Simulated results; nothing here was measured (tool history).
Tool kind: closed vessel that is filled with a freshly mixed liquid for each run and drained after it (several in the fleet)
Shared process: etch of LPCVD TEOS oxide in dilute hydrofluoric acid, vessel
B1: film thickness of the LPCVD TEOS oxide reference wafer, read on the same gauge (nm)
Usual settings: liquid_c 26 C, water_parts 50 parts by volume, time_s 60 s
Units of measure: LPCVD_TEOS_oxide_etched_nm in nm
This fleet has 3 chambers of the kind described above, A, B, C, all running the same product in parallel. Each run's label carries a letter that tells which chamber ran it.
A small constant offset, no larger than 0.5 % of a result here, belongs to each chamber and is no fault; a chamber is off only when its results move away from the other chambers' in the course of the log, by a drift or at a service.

Run 1C, hour 9.4: usual settings; B1 69.936. Result: LPCVD_TEOS_oxide_etched_nm 39.542 nm.
Run 2B, hour 15.3: usual settings; B1 70.031. Result: LPCVD_TEOS_oxide_etched_nm 39.326 nm.
Run 3A, hour 22.5: usual settings; B1 70.005. Result: LPCVD_TEOS_oxide_etched_nm 39.444 nm.
Run 4C, hour 27.4: usual settings; B1 70.035. Result: LPCVD_TEOS_oxide_etched_nm 39.153 nm.
Run 5B, hour 34.8: usual settings; B1 70.021. Result: LPCVD_TEOS_oxide_etched_nm 39.367 nm.
Run 6A, hour 39.7: usual settings but water_parts 35 parts by volume; B1 70.063. Result: LPCVD_TEOS_oxide_etched_nm 57.278 nm.
Run 7B, hour 49.7: usual settings but water_parts 35 parts by volume; B1 69.983. Result: LPCVD_TEOS_oxide_etched_nm 57.438 nm.
Run 8C, hour 58.7: usual settings but water_parts 35 parts by volume; B1 69.956. Result: LPCVD_TEOS_oxide_etched_nm 57.896 nm.
Run 9A, hour 64.8: usual settings; B1 69.994. Result: LPCVD_TEOS_oxide_etched_nm 39.426 nm.
Run 10C, hour 70: usual settings; B1 69.955. Result: LPCVD_TEOS_oxide_etched_nm 39.405 nm.
Run 11A, hour 78: usual settings; B1 69.961. Result: LPCVD_TEOS_oxide_etched_nm 39.563 nm.
Run 12B, hour 87.9: usual settings but time_s 40 s; B1 69.996. Result: LPCVD_TEOS_oxide_etched_nm 26.338 nm.
Run 13C, hour 96.2: usual settings but time_s 40 s; B1 69.98. Result: LPCVD_TEOS_oxide_etched_nm 26.439 nm.
Run 14A, hour 101.2: usual settings but time_s 40 s; B1 69.933. Result: LPCVD_TEOS_oxide_etched_nm 26.372 nm.
Run 15B, hour 106.1: usual settings but time_s 85 s; B1 69.975. Result: LPCVD_TEOS_oxide_etched_nm 55.606 nm.
Run 16B, hour 115: usual settings but time_s 85 s; B1 70.031. Result: LPCVD_TEOS_oxide_etched_nm 56.132 nm.
Run 17C, hour 122: usual settings but time_s 85 s; B1 70.002. Result: LPCVD_TEOS_oxide_etched_nm 55.971 nm.
Run 18A, hour 131.6: usual settings; B1 69.996. Result: LPCVD_TEOS_oxide_etched_nm 38.842 nm.
Run 19C, hour 140.8: usual settings; B1 70.042. Result: LPCVD_TEOS_oxide_etched_nm 39.547 nm.
Run 20A, hour 150: usual settings; B1 69.96. Result: LPCVD_TEOS_oxide_etched_nm 39.333 nm.
Run 21B, hour 156.4: usual settings; B1 69.998. Result: LPCVD_TEOS_oxide_etched_nm 38.952 nm.
Run 22B, hour 166.4: usual settings; B1 70.01. Result: LPCVD_TEOS_oxide_etched_nm 39.481 nm.
Run 23A, hour 176.1: usual settings; B1 69.975. Result: LPCVD_TEOS_oxide_etched_nm 39.852 nm.
Run 24C, hour 185.8: usual settings; B1 70.003. Result: LPCVD_TEOS_oxide_etched_nm 39.997 nm.
Run 25A, hour 195.4: usual settings; B1 69.999. Result: LPCVD_TEOS_oxide_etched_nm 39.484 nm.
Run 26B, hour 204.6: usual settings but liquid_c 31 C, time_s 95 s; B1 69.978. Result: LPCVD_TEOS_oxide_etched_nm 76.314 nm.
Run 27C, hour 211.9: usual settings but liquid_c 31 C, time_s 95 s; B1 70.043. Result: LPCVD_TEOS_oxide_etched_nm 76.75 nm.
Run 28C, hour 222.3: usual settings but liquid_c 31 C, time_s 95 s; B1 69.998. Result: LPCVD_TEOS_oxide_etched_nm 76.319 nm.
Run 29A, hour 232.2: usual settings; B1 70.032. Result: LPCVD_TEOS_oxide_etched_nm 39.396 nm.
Run 30B, hour 242.3: usual settings; B1 69.979. Result: LPCVD_TEOS_oxide_etched_nm 39.464 nm.
Run 31C, hour 248.9: usual settings; B1 69.98. Result: LPCVD_TEOS_oxide_etched_nm 39.986 nm.
Run 32A, hour 257.4: usual settings but water_parts 30 parts by volume, time_s 80 s; B1 70.037. Result: LPCVD_TEOS_oxide_etched_nm 88.477 nm.
Run 33B, hour 268.2: usual settings but water_parts 30 parts by volume, time_s 80 s; B1 69.981. Result: LPCVD_TEOS_oxide_etched_nm 89.94 nm.
Run 34C, hour 277: usual settings but water_parts 30 parts by volume, time_s 80 s; B1 69.984. Result: LPCVD_TEOS_oxide_etched_nm 90.067 nm.
Run 35B, hour 281.9: usual settings; B1 69.992. Result: LPCVD_TEOS_oxide_etched_nm 39.827 nm.
Run 36A, hour 286.9: usual settings; B1 70.01. Result: LPCVD_TEOS_oxide_etched_nm 39.651 nm.
Run 37A, hour 294.7: usual settings but liquid_c 28.5 C, time_s 35 s; B1 69.971. Result: LPCVD_TEOS_oxide_etched_nm 25.516 nm.
Run 38B, hour 302: usual settings but liquid_c 28.5 C, time_s 35 s; B1 69.974. Result: LPCVD_TEOS_oxide_etched_nm 25.608 nm.

Predict what each chamber gives when all 3 of them run the settings below next.
Run 39A, hour 309.9: usual settings. Result: LPCVD_TEOS_oxide_etched_nm ?.
Run 39B, hour 309.9: usual settings. Result: LPCVD_TEOS_oxide_etched_nm ?.
Run 39C, hour 309.9: usual settings. Result: LPCVD_TEOS_oxide_etched_nm ?.

run  LPCVD_TEOS_oxide_etched_nm
39A                      39.302
39B                      39.528
39C                      39.565

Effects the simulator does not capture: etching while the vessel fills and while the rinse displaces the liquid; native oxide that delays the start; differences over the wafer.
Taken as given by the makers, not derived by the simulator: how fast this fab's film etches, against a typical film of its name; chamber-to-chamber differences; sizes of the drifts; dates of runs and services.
